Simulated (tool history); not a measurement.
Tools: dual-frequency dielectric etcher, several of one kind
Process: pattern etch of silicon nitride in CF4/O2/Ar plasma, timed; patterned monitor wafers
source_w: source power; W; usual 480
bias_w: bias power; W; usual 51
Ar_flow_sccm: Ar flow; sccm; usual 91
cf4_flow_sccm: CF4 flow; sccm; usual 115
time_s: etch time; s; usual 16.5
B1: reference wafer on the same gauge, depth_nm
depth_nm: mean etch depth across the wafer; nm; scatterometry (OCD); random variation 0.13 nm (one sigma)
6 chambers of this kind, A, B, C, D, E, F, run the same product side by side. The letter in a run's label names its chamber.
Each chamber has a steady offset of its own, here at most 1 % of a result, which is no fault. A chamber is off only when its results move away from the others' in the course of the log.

{"run": "1B", "hour": 3.5, "source_w": 480, "bias_w": 51, "Ar_flow_sccm": 91, "cf4_flow_sccm": 115, "time_s": 16.5, "B1": 32.802, "depth_nm": 31.21}
{"run": "2F", "hour": 9.2, "source_w": 480, "bias_w": 51, "Ar_flow_sccm": 91, "cf4_flow_sccm": 115, "time_s": 16.5, "B1": 32.81, "depth_nm": 31.55}
{"hour": 12.5, "done": "chamber B: wet clean of the chamber"}
{"run": "3E", "hour": 14.0, "source_w": 480, "bias_w": 51, "Ar_flow_sccm": 91, "cf4_flow_sccm": 115, "time_s": 16.5, "B1": 32.763, "depth_nm": 31.325}
{"run": "4D", "hour": 17.8, "source_w": 480, "bias_w": 51, "Ar_flow_sccm": 91, "cf4_flow_sccm": 115, "time_s": 16.5, "B1": 32.808, "depth_nm": 31.512}
{"run": "5C", "hour": 23.5, "source_w": 480, "bias_w": 51, "Ar_flow_sccm": 91, "cf4_flow_sccm": 115, "time_s": 16.5, "B1": 32.812, "depth_nm": 31.304}
{"run": "6A", "hour": 26.4, "source_w": 480, "bias_w": 51, "Ar_flow_sccm": 91, "cf4_flow_sccm": 115, "time_s": 16.5, "B1": 32.836, "depth_nm": 31.733}
{"run": "7F", "hour": 29.2, "source_w": 480, "bias_w": 51, "Ar_flow_sccm": 91, "cf4_flow_sccm": 115, "time_s": 16.5, "B1": 32.802, "depth_nm": 31.774}
{"run": "8E", "hour": 32.9, "source_w": 480, "bias_w": 58, "Ar_flow_sccm": 91, "cf4_flow_sccm": 115, "time_s": 18.5, "B1": 32.788, "depth_nm": 37.182}
{"run": "9A", "hour": 37.7, "source_w": 480, "bias_w": 58, "Ar_flow_sccm": 91, "cf4_flow_sccm": 115, "time_s": 18.5, "B1": 32.815, "depth_nm": 37.323}
{"run": "10B", "hour": 41.4, "source_w": 480, "bias_w": 58, "Ar_flow_sccm": 91, "cf4_flow_sccm": 115, "time_s": 18.5, "B1": 32.81, "depth_nm": 37.017}
{"run": "11C", "hour": 46.2, "source_w": 480, "bias_w": 58, "Ar_flow_sccm": 91, "cf4_flow_sccm": 115, "time_s": 18.5, "B1": 32.797, "depth_nm": 36.345}
{"run": "12D", "hour": 49.8, "source_w": 480, "bias_w": 58, "Ar_flow_sccm": 91, "cf4_flow_sccm": 115, "time_s": 18.5, "B1": 32.803, "depth_nm": 36.839}
{"run": "13D", "hour": 55.1, "source_w": 480, "bias_w": 58, "Ar_flow_sccm": 91, "cf4_flow_sccm": 115, "time_s": 18.5, "B1": 32.825, "depth_nm": 36.903}
{"run": "14A", "hour": 57.8, "source_w": 480, "bias_w": 51, "Ar_flow_sccm": 91, "cf4_flow_sccm": 115, "time_s": 16.5, "B1": 32.805, "depth_nm": 31.668}
{"run": "15E", "hour": 62.6, "source_w": 560, "bias_w": 51, "Ar_flow_sccm": 91, "cf4_flow_sccm": 115, "time_s": 20, "B1": 32.805, "depth_nm": 43.446}
{"hour": 67.1, "done": "chamber E: wet clean of the chamber"}
{"run": "16F", "hour": 67.4, "source_w": 560, "bias_w": 51, "Ar_flow_sccm": 91, "cf4_flow_sccm": 115, "time_s": 20, "B1": 32.784, "depth_nm": 43.551}
{"run": "17C", "hour": 70.0, "source_w": 560, "bias_w": 51, "Ar_flow_sccm": 91, "cf4_flow_sccm": 115, "time_s": 20, "B1": 32.828, "depth_nm": 42.972}
{"run": "18B", "hour": 75.7, "source_w": 560, "bias_w": 51, "Ar_flow_sccm": 91, "cf4_flow_sccm": 115, "time_s": 20, "B1": 32.78, "depth_nm": 43.783}
{"run": "19B", "hour": 78.9, "source_w": 560, "bias_w": 51, "Ar_flow_sccm": 91, "cf4_flow_sccm": 115, "time_s": 20, "B1": 32.796, "depth_nm": 43.385}
{"run": "20E", "hour": 81.6, "source_w": 560, "bias_w": 51, "Ar_flow_sccm": 91, "cf4_flow_sccm": 115, "time_s": 20, "B1": 32.791, "depth_nm": 41.916}
{"run": "21D", "hour": 87.2, "source_w": 480, "bias_w": 51, "Ar_flow_sccm": 91, "cf4_flow_sccm": 115, "time_s": 16.5, "B1": 32.846, "depth_nm": 31.461}
{"run": "22A", "hour": 89.8, "source_w": 480, "bias_w": 51, "Ar_flow_sccm": 91, "cf4_flow_sccm": 135, "time_s": 16.5, "B1": 32.789, "depth_nm": 32.079}
{"run": "23C", "hour": 92.5, "source_w": 480, "bias_w": 51, "Ar_flow_sccm": 91, "cf4_flow_sccm": 135, "time_s": 16.5, "B1": 32.793, "depth_nm": 31.619}
{"run": "24F", "hour": 95.4, "source_w": 480, "bias_w": 51, "Ar_flow_sccm": 91, "cf4_flow_sccm": 135, "time_s": 16.5, "B1": 32.782, "depth_nm": 31.897}
{"run": "25C", "hour": 99.0, "source_w": 480, "bias_w": 51, "Ar_flow_sccm": 91, "cf4_flow_sccm": 135, "time_s": 16.5, "B1": 32.81, "depth_nm": 31.71}
{"run": "26D", "hour": 103.2, "source_w": 480, "bias_w": 51, "Ar_flow_sccm": 91, "cf4_flow_sccm": 135, "time_s": 16.5, "B1": 32.812, "depth_nm": 31.94}
{"run": "27B", "hour": 109.1, "source_w": 480, "bias_w": 51, "Ar_flow_sccm": 91, "cf4_flow_sccm": 135, "time_s": 16.5, "B1": 32.784, "depth_nm": 31.944}
{"run": "28E", "hour": 114.6, "source_w": 480, "bias_w": 51, "Ar_flow_sccm": 91, "cf4_flow_sccm": 115, "time_s": 16.5, "B1": 32.796, "depth_nm": 30.207}
{"run": "29A", "hour": 117.9, "source_w": 480, "bias_w": 51, "Ar_flow_sccm": 91, "cf4_flow_sccm": 115, "time_s": 16.5, "B1": 32.767, "depth_nm": 31.519}
{"run": "30F", "hour": 122.3, "source_w": 480, "bias_w": 51, "Ar_flow_sccm": 91, "cf4_flow_sccm": 115, "time_s": 16.5, "B1": 32.806, "depth_nm": 31.538}
{"run": "31E", "hour": 127.9, "source_w": 480, "bias_w": 51, "Ar_flow_sccm": 91, "cf4_flow_sccm": 115, "time_s": 16.5, "B1": 32.754, "depth_nm": 30.153}
{"run": "32A", "hour": 132.1, "source_w": 480, "bias_w": 61, "Ar_flow_sccm": 91, "cf4_flow_sccm": 115, "time_s": 16.5, "B1": 32.774, "depth_nm": 33.55}
{"run": "33D", "hour": 134.9, "source_w": 480, "bias_w": 61, "Ar_flow_sccm": 91, "cf4_flow_sccm": 115, "time_s": 16.5, "B1": 32.819, "depth_nm": 33.375}
{"run": "34C", "hour": 137.9, "source_w": 480, "bias_w": 61, "Ar_flow_sccm": 91, "cf4_flow_sccm": 115, "time_s": 16.5, "B1": 32.82, "depth_nm": 33.481}
{"run": "35B", "hour": 142.9, "source_w": 480, "bias_w": 61, "Ar_flow_sccm": 91, "cf4_flow_sccm": 115, "time_s": 16.5, "B1": 32.829, "depth_nm": 33.535}
{"hour": 144.1, "done": "chamber D: wet clean of the chamber"}
{"run": "36F", "hour": 145.6, "source_w": 480, "bias_w": 61, "Ar_flow_sccm": 91, "cf4_flow_sccm": 115, "time_s": 16.5, "B1": 32.808, "depth_nm": 34.037}
{"run": "37D", "hour": 150.5, "source_w": 480, "bias_w": 61, "Ar_flow_sccm": 91, "cf4_flow_sccm": 115, "time_s": 16.5, "B1": 32.786, "depth_nm": 33.497}
{"run": "38C", "hour": 155.7, "source_w": 480, "bias_w": 51, "Ar_flow_sccm": 91, "cf4_flow_sccm": 115, "time_s": 16.5, "B1": 32.804, "depth_nm": 31.333}

All 6 chambers run these settings next. Forecast each chamber's results:
{"run": "39A", "hour": 160.0, "source_w": 480, "bias_w": 51, "Ar_flow_sccm": 91, "cf4_flow_sccm": 115, "time_s": 16.5, "depth_nm": "?"}
{"run": "39B", "hour": 160.0, "source_w": 480, "bias_w": 51, "Ar_flow_sccm": 91, "cf4_flow_sccm": 115, "time_s": 16.5, "depth_nm": "?"}
{"run": "39C", "hour": 160.0, "source_w": 480, "bias_w": 51, "Ar_flow_sccm": 91, "cf4_flow_sccm": 115, "time_s": 16.5, "depth_nm": "?"}
{"run": "39D", "hour": 160.0, "source_w": 480, "bias_w": 51, "Ar_flow_sccm": 91, "cf4_flow_sccm": 115, "time_s": 16.5, "depth_nm": "?"}
{"run": "39E", "hour": 160.0, "source_w": 480, "bias_w": 51, "Ar_flow_sccm": 91, "cf4_flow_sccm": 115, "time_s": 16.5, "depth_nm": "?"}
{"run": "39F", "hour": 160.0, "source_w": 480, "bias_w": 51, "Ar_flow_sccm": 91, "cf4_flow_sccm": 115, "time_s": 16.5, "depth_nm": "?"}

run=39A depth_nm=31.501
run=39B depth_nm=31.422
run=39C depth_nm=31.129
run=39D depth_nm=31.472
run=39E depth_nm=30.184
run=39F depth_nm=31.421
